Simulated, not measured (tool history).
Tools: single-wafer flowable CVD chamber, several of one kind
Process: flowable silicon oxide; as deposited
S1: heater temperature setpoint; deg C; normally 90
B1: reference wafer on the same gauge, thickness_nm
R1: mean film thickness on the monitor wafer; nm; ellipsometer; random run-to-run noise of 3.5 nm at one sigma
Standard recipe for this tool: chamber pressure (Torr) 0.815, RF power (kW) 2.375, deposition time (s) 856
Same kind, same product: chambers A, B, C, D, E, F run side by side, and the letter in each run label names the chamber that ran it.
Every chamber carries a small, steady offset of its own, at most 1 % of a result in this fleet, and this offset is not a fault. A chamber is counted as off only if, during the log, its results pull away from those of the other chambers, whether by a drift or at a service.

{"run": "1D", "hour": 9.7, "S1": 90, "chamber pressure (Torr)": 0.815, "RF power (kW)": 2.375, "deposition time (s)": 856, "B1": 729.12, "R1": 768.85}
{"run": "2E", "hour": 20.7, "S1": 90, "chamber pressure (Torr)": 0.815, "RF power (kW)": 2.375, "deposition time (s)": 856, "B1": 729.99, "R1": 758.97}
{"run": "3C", "hour": 34.0, "S1": 90, "chamber pressure (Torr)": 0.815, "RF power (kW)": 2.375, "deposition time (s)": 856, "B1": 730.53, "R1": 777.31}
{"run": "4F", "hour": 47.6, "S1": 90, "chamber pressure (Torr)": 0.815, "RF power (kW)": 2.375, "deposition time (s)": 856, "B1": 730.54, "R1": 769.92}
{"run": "5A", "hour": 56.9, "S1": 102, "chamber pressure (Torr)": 0.933, "RF power (kW)": 2.375, "deposition time (s)": 856, "B1": 729.52, "R1": 610.23}
{"run": "6B", "hour": 67.0, "S1": 102, "chamber pressure (Torr)": 0.933, "RF power (kW)": 2.375, "deposition time (s)": 856, "B1": 730.25, "R1": 604.81}
{"run": "7D", "hour": 79.6, "S1": 102, "chamber pressure (Torr)": 0.933, "RF power (kW)": 2.375, "deposition time (s)": 856, "B1": 730.35, "R1": 606.98}
{"hour": 86.8, "done": "chamber B: thermocouple changed; heater temperature recalibrated"}
{"run": "8A", "hour": 89.3, "S1": 102, "chamber pressure (Torr)": 0.933, "RF power (kW)": 2.375, "deposition time (s)": 856, "B1": 730, "R1": 610.54}
{"run": "9E", "hour": 97.4, "S1": 102, "chamber pressure (Torr)": 0.933, "RF power (kW)": 2.375, "deposition time (s)": 856, "B1": 729.28, "R1": 608.95}
{"run": "10B", "hour": 109.5, "S1": 102, "chamber pressure (Torr)": 0.933, "RF power (kW)": 2.375, "deposition time (s)": 856, "B1": 730.15, "R1": 601.51}
{"run": "11F", "hour": 119.1, "S1": 90, "chamber pressure (Torr)": 0.815, "RF power (kW)": 2.375, "deposition time (s)": 856, "B1": 729.52, "R1": 774.27}
{"run": "12C", "hour": 131.3, "S1": 90, "chamber pressure (Torr)": 0.815, "RF power (kW)": 2.72, "deposition time (s)": 856, "B1": 729.27, "R1": 781.3}
{"run": "13B", "hour": 137.4, "S1": 90, "chamber pressure (Torr)": 0.815, "RF power (kW)": 2.72, "deposition time (s)": 856, "B1": 729.49, "R1": 776.19}
{"run": "14E", "hour": 144.6, "S1": 90, "chamber pressure (Torr)": 0.815, "RF power (kW)": 2.72, "deposition time (s)": 856, "B1": 730.23, "R1": 776.88}
{"run": "15C", "hour": 154.5, "S1": 90, "chamber pressure (Torr)": 0.815, "RF power (kW)": 2.72, "deposition time (s)": 856, "B1": 730.35, "R1": 776.11}
{"run": "16A", "hour": 162.3, "S1": 90, "chamber pressure (Torr)": 0.815, "RF power (kW)": 2.72, "deposition time (s)": 856, "B1": 731.04, "R1": 782.59}
{"run": "17D", "hour": 168.9, "S1": 90, "chamber pressure (Torr)": 0.815, "RF power (kW)": 2.72, "deposition time (s)": 856, "B1": 729.5, "R1": 777.54}
{"run": "18F", "hour": 177.9, "S1": 90, "chamber pressure (Torr)": 0.815, "RF power (kW)": 2.375, "deposition time (s)": 856, "B1": 730.07, "R1": 770.09}
{"run": "19E", "hour": 190.5, "S1": 90, "chamber pressure (Torr)": 0.815, "RF power (kW)": 2.375, "deposition time (s)": 856, "B1": 729.68, "R1": 763.42}
{"hour": 197.4, "done": "chamber E: capacitance manometer re-zeroed and calibrated"}
{"run": "20F", "hour": 200.3, "S1": 90, "chamber pressure (Torr)": 0.633, "RF power (kW)": 2.375, "deposition time (s)": 856, "B1": 729.69, "R1": 555.11}
{"run": "21A", "hour": 210.9, "S1": 90, "chamber pressure (Torr)": 0.633, "RF power (kW)": 2.375, "deposition time (s)": 856, "B1": 730.95, "R1": 549.26}
{"run": "22D", "hour": 219.5, "S1": 90, "chamber pressure (Torr)": 0.633, "RF power (kW)": 2.375, "deposition time (s)": 856, "B1": 729.47, "R1": 544.04}
{"run": "23C", "hour": 226.6, "S1": 90, "chamber pressure (Torr)": 0.633, "RF power (kW)": 2.375, "deposition time (s)": 856, "B1": 729.14, "R1": 546.67}
{"hour": 228.6, "done": "chamber D: capacitance manometer re-zeroed and calibrated"}
{"run": "24B", "hour": 235.9, "S1": 90, "chamber pressure (Torr)": 0.633, "RF power (kW)": 2.375, "deposition time (s)": 856, "B1": 730.11, "R1": 544.47}
{"run": "25E", "hour": 247.4, "S1": 90, "chamber pressure (Torr)": 0.633, "RF power (kW)": 2.375, "deposition time (s)": 856, "B1": 730.6, "R1": 513.24}
{"run": "26B", "hour": 260.8, "S1": 90, "chamber pressure (Torr)": 0.815, "RF power (kW)": 2.375, "deposition time (s)": 856, "B1": 729.05, "R1": 756.46}
{"hour": 263.9, "done": "chamber D: thermocouple changed; heater temperature recalibrated"}
{"run": "27D", "hour": 266.9, "S1": 90, "chamber pressure (Torr)": 0.815, "RF power (kW)": 2.375, "deposition time (s)": 856, "B1": 730.14, "R1": 762.95}
{"run": "28F", "hour": 278.3, "S1": 90, "chamber pressure (Torr)": 0.815, "RF power (kW)": 2.375, "deposition time (s)": 856, "B1": 729.26, "R1": 771.42}
{"run": "29C", "hour": 284.7, "S1": 102, "chamber pressure (Torr)": 0.815, "RF power (kW)": 2.375, "deposition time (s)": 856, "B1": 730.32, "R1": 519.39}
{"run": "30A", "hour": 293.8, "S1": 102, "chamber pressure (Torr)": 0.815, "RF power (kW)": 2.375, "deposition time (s)": 856, "B1": 730.22, "R1": 512.71}
{"run": "31C", "hour": 304.1, "S1": 102, "chamber pressure (Torr)": 0.815, "RF power (kW)": 2.375, "deposition time (s)": 856, "B1": 729.83, "R1": 516.77}
{"run": "32D", "hour": 314.1, "S1": 102, "chamber pressure (Torr)": 0.815, "RF power (kW)": 2.375, "deposition time (s)": 856, "B1": 730.77, "R1": 511.44}
{"run": "33E", "hour": 327.9, "S1": 102, "chamber pressure (Torr)": 0.815, "RF power (kW)": 2.375, "deposition time (s)": 856, "B1": 730.13, "R1": 486.34}
{"run": "34F", "hour": 341.9, "S1": 102, "chamber pressure (Torr)": 0.815, "RF power (kW)": 2.375, "deposition time (s)": 856, "B1": 730.36, "R1": 521.77}
{"run": "35B", "hour": 354.8, "S1": 90, "chamber pressure (Torr)": 0.815, "RF power (kW)": 2.375, "deposition time (s)": 856, "B1": 730.39, "R1": 758.97}
{"run": "36A", "hour": 366.1, "S1": 90, "chamber pressure (Torr)": 0.815, "RF power (kW)": 2.375, "deposition time (s)": 856, "B1": 729.27, "R1": 768.04}
{"hour": 371.5, "done": "chamber F: RF generator calibrated"}
{"run": "37D", "hour": 376.6, "S1": 101, "chamber pressure (Torr)": 0.815, "RF power (kW)": 2.375, "deposition time (s)": 730, "B1": 729.6, "R1": 449.85}
{"hour": 379.9, "done": "chamber A: thermocouple changed; heater temperature recalibrated"}
{"run": "38C", "hour": 385.9, "S1": 101, "chamber pressure (Torr)": 0.815, "RF power (kW)": 2.375, "deposition time (s)": 730, "B1": 729.75, "R1": 457.08}
{"run": "39A", "hour": 394.3, "S1": 101, "chamber pressure (Torr)": 0.815, "RF power (kW)": 2.375, "deposition time (s)": 730, "B1": 729.63, "R1": 451.2}
{"run": "40F", "hour": 404.7, "S1": 101, "chamber pressure (Torr)": 0.815, "RF power (kW)": 2.375, "deposition time (s)": 730, "B1": 730.05, "R1": 454.16}

Is one chamber off against the others, does the gauge drift, or is nothing wrong? If a chamber is off, say which, and what the likeliest cause is.

Chamber E has stood off from the others ever since a service on it.
Likeliest cause: true pressure below the setpoint (%) = 3.5.

Chamber E could run next with any of the 4 candidate recipes listed below; each alters the usual settings, and their results appear as question marks. Which one brings its results back in line with what the other chambers deliver on the usual settings?
A result is in line if it is within this distance of the other chambers' mean on the usual settings: R1 12 nm
{"run": "41E-1", "hour": 414.8, "S1": 90, "chamber pressure (Torr)": 0.815, "RF power (kW)": 2.375, "deposition time (s)": 771, "R1": "?"}
{"run": "41E-2", "hour": 414.8, "S1": 90, "chamber pressure (Torr)": 0.837, "RF power (kW)": 2.375, "deposition time (s)": 867, "R1": "?"}
{"run": "41E-3", "hour": 414.8, "S1": 91, "chamber pressure (Torr)": 0.806, "RF power (kW)": 2.375, "deposition time (s)": 852, "R1": "?"}
{"run": "41E-4", "hour": 414.8, "S1": 88, "chamber pressure (Torr)": 0.834, "RF power (kW)": 2.38, "deposition time (s)": 865, "R1": "?"}

The mean the other chambers reach with the usual settings: R1 766.54 nm
run=41E-1 R1=658.06
run=41E-2 R1=767.08
run=41E-3 R1=691.99
run=41E-4 R1=808.55
41E-2 puts the chamber back in line with the other chambers.

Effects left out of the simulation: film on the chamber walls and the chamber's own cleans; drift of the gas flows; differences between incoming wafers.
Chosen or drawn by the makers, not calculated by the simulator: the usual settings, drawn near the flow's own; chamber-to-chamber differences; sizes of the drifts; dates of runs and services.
